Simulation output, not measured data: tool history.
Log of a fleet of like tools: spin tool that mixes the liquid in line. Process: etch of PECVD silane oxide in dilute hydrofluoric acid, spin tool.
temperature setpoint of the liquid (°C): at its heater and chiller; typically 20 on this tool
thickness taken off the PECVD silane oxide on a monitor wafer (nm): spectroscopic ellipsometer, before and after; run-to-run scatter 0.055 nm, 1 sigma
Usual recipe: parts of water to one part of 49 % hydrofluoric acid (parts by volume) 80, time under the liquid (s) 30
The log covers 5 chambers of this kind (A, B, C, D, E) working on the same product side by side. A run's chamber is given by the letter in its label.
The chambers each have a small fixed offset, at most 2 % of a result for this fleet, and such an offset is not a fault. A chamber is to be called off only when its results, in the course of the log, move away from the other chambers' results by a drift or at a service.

run	hour	temperature setpoint of the liquid (°C)	parts of water to one part of 49 % hydrofluoric acid (parts by volume)	time under the liquid (s)	read-back film thickness of the PECVD silane oxide reference wafer, read on the same gauge (nm)	thickness taken off the PECVD silane oxide on a monitor wafer (nm)
1A	5.4	20	80	30	150.03	13.328
2C	13	20	80	30	150.05	13.178
3B	19	20	80	30	150.01	13.527
4E	26.4	20	80	30	150.01	13.196
5D	34.6	20	80	20	149.98	8.7964
6D	40.7	20	80	20	150.04	8.8955
7E	46.1	20	80	20	150.03	8.7879
8A	54.4	20	80	20	149.96	8.8655
9B	62.2	20	80	20	150.01	9.0298
10C	70.4	20	80	30	150.03	13.343
11B	79.7	20	60	15	149.99	9.2744
12D	91.6	20	60	15	149.99	9.0339
13C	98.4	20	60	15	150	9.0552
14E	108.3	20	60	15	150.01	8.9986
15A	117.5	20	60	15	150.02	9.0895
16B	128.1	20	80	30	149.99	13.573
17D	139.9	20	80	30	149.97	13.141
18C	150.1	20	80	30	149.99	13.226
19E	155.9	20	80	30	150	13.31
20A	161.6	20	80	30	149.96	13.381
21E	167	20	80	30	150.01	13.158
22D	173.9	20	80	30	150.03	13.216
23C	180.6	20	80	30	150	13.178
24B	191.8	20	80	30	150.02	13.576
# hour 193.9: chamber D: hydrofluoric acid flow meter replaced
25A	200.7	20	80	30	150.03	13.25
26A	208	20	80	30	150.06	13.256
27B	216.8	20	80	20	149.98	9.0087
# hour 221.1: chamber A: thermometer replaced
28E	228.2	20	80	20	149.98	8.8484
29C	237.8	20	80	20	150.05	8.7994
30D	246.7	20	80	20	150	8.8428
31C	258.5	20	80	20	150.01	8.8316
32D	268.5	20	80	30	150	13.157
33B	274.4	20	80	30	150.01	13.583
34E	284.5	20	80	30	149.97	13.095
35A	296.1	20	65	30	150.02	16.634
36D	305.3	20	65	30	149.98	16.468
37C	312.8	20	65	30	150	16.601

Predict what each chamber gives when all 5 of them run the settings below next.
38A	321.6	20	80	20		?
38B	321.6	20	80	20		?
38C	321.6	20	80	20		?
38D	321.6	20	80	20		?
38E	321.6	20	80	20		?

run	thickness taken off the PECVD silane oxide on a monitor wafer (nm)
38A	8.8507
38B	8.9612
38C	8.809
38D	8.8159
38E	8.8714
